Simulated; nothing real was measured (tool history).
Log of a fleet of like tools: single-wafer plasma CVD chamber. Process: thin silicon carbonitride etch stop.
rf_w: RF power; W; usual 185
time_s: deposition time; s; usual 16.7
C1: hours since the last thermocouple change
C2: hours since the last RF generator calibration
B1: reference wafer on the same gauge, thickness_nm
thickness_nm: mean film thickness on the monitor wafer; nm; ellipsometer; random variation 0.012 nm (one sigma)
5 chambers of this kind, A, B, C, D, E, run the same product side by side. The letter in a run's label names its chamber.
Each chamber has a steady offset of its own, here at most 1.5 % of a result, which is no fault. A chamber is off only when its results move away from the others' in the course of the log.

run 1D hour=8 | rf_w=185 time_s=16.7 | C1=557.2 C2=239.5 | B1=10.631 | thickness_nm=9.3165
run 2C hour=15.4 | rf_w=185 time_s=16.7 | C1=546.1 C2=569.8 | B1=10.631 | thickness_nm=9.2983
run 3E hour=31.2 | rf_w=185 time_s=16.7 | C1=331.5 C2=189.4 | B1=10.636 | thickness_nm=9.2635
run 4B hour=45.8 | rf_w=185 time_s=16.7 | C1=2329.7 C2=996 | B1=10.634 | thickness_nm=9.4037
run 5A hour=61.6 | rf_w=185 time_s=16.7 | C1=383.2 C2=1945.4 | B1=10.64 | thickness_nm=9.3133
run 6D hour=74 | rf_w=185 time_s=16.7 | C1=623.2 C2=305.5 | B1=10.643 | thickness_nm=9.3247
run 7A hour=89.6 | rf_w=185 time_s=15.5 | C1=411.2 C2=1973.4 | B1=10.639 | thickness_nm=8.6597
-- hour=98.5 chamber B: thermocouple changed; heater temperature recalibrated
run 8E hour=99.8 | rf_w=185 time_s=15.5 | C1=400.1 C2=258 | B1=10.642 | thickness_nm=8.625
run 9C hour=113.1 | rf_w=185 time_s=15.5 | C1=643.8 C2=667.5 | B1=10.647 | thickness_nm=8.6527
run 10B hour=127.4 | rf_w=185 time_s=15.5 | C1=28.9 C2=1077.6 | B1=10.647 | thickness_nm=8.7468
run 11C hour=134.9 | rf_w=185 time_s=15.5 | C1=665.6 C2=689.3 | B1=10.648 | thickness_nm=8.6595
run 12B hour=146.8 | rf_w=185 time_s=16.7 | C1=48.3 C2=1097 | B1=10.646 | thickness_nm=9.4142
run 13E hour=154.8 | rf_w=185 time_s=19.8 | C1=455.1 C2=313 | B1=10.648 | thickness_nm=11.019
run 14D hour=166.9 | rf_w=185 time_s=19.8 | C1=716.1 C2=398.4 | B1=10.653 | thickness_nm=11.071
run 15A hour=178.8 | rf_w=185 time_s=19.8 | C1=500.4 C2=2062.6 | B1=10.652 | thickness_nm=11.051
-- hour=187.4 chamber B: RF generator calibrated
run 16C hour=188.7 | rf_w=185 time_s=19.8 | C1=719.4 C2=743.1 | B1=10.652 | thickness_nm=11.076
run 17E hour=195.7 | rf_w=185 time_s=19.8 | C1=496 C2=353.9 | B1=10.655 | thickness_nm=11.023
run 18A hour=205.3 | rf_w=185 time_s=16.7 | C1=526.9 C2=2089.1 | B1=10.658 | thickness_nm=9.3111
run 19B hour=213.9 | rf_w=185 time_s=16.7 | C1=115.4 C2=26.6 | B1=10.658 | thickness_nm=9.4242
-- hour=220.2 chamber A: RF generator calibrated
run 20D hour=224.8 | rf_w=185 time_s=16.7 | C1=774 C2=456.3 | B1=10.657 | thickness_nm=9.3577
run 21E hour=234.6 | rf_w=185 time_s=16.7 | C1=534.9 C2=392.8 | B1=10.659 | thickness_nm=9.3188
run 22C hour=246.3 | rf_w=185 time_s=16.7 | C1=777 C2=800.7 | B1=10.658 | thickness_nm=9.3368
run 23A hour=256.4 | rf_w=185 time_s=16.7 | C1=578 C2=36.3 | B1=10.661 | thickness_nm=9.3168
run 24B hour=265.3 | rf_w=215 time_s=18.4 | C1=166.8 C2=78 | B1=10.666 | thickness_nm=10.886
run 25D hour=275.8 | rf_w=215 time_s=18.4 | C1=825 C2=507.3 | B1=10.666 | thickness_nm=10.779
run 26E hour=287.6 | rf_w=215 time_s=18.4 | C1=587.9 C2=445.8 | B1=10.667 | thickness_nm=10.728
run 27C hour=299.8 | rf_w=215 time_s=18.4 | C1=830.5 C2=854.2 | B1=10.668 | thickness_nm=10.757
run 28D hour=314.8 | rf_w=215 time_s=18.4 | C1=864 C2=546.3 | B1=10.669 | thickness_nm=10.772
run 29B hour=323.2 | rf_w=185 time_s=16.7 | C1=224.7 C2=135.9 | B1=10.674 | thickness_nm=9.4591
run 30A hour=336.5 | rf_w=185 time_s=16.7 | C1=658.1 C2=116.4 | B1=10.674 | thickness_nm=9.3286
run 31D hour=346.2 | rf_w=185 time_s=16.7 | C1=895.4 C2=577.7 | B1=10.676 | thickness_nm=9.3513
run 32B hour=360.5 | rf_w=185 time_s=16.7 | C1=262 C2=173.2 | B1=10.68 | thickness_nm=9.4506
run 33E hour=373 | rf_w=185 time_s=16.7 | C1=673.3 C2=531.2 | B1=10.678 | thickness_nm=9.3096
run 34A hour=387.1 | rf_w=185 time_s=16.7 | C1=708.7 C2=167 | B1=10.678 | thickness_nm=9.3528
run 35C hour=400.3 | rf_w=185 time_s=16.7 | C1=931 C2=954.7 | B1=10.679 | thickness_nm=9.3359
run 36C hour=413.4 | rf_w=185 time_s=16.7 | C1=944.1 C2=967.8 | B1=10.683 | thickness_nm=9.3494
run 37A hour=425.7 | rf_w=210 time_s=18.1 | C1=747.3 C2=205.6 | B1=10.683 | thickness_nm=10.546

Next, every chamber runs the same settings. What will each give?
run 38A hour=437.3 | rf_w=185 time_s=16.7 | thickness_nm=?
run 38B hour=437.3 | rf_w=185 time_s=16.7 | thickness_nm=?
run 38C hour=437.3 | rf_w=185 time_s=16.7 | thickness_nm=?
run 38D hour=437.3 | rf_w=185 time_s=16.7 | thickness_nm=?
run 38E hour=437.3 | rf_w=185 time_s=16.7 | thickness_nm=?

run=38A thickness_nm=9.3474
run=38B thickness_nm=9.4489
run=38C thickness_nm=9.385
run=38D thickness_nm=9.3716
run=38E thickness_nm=9.3015

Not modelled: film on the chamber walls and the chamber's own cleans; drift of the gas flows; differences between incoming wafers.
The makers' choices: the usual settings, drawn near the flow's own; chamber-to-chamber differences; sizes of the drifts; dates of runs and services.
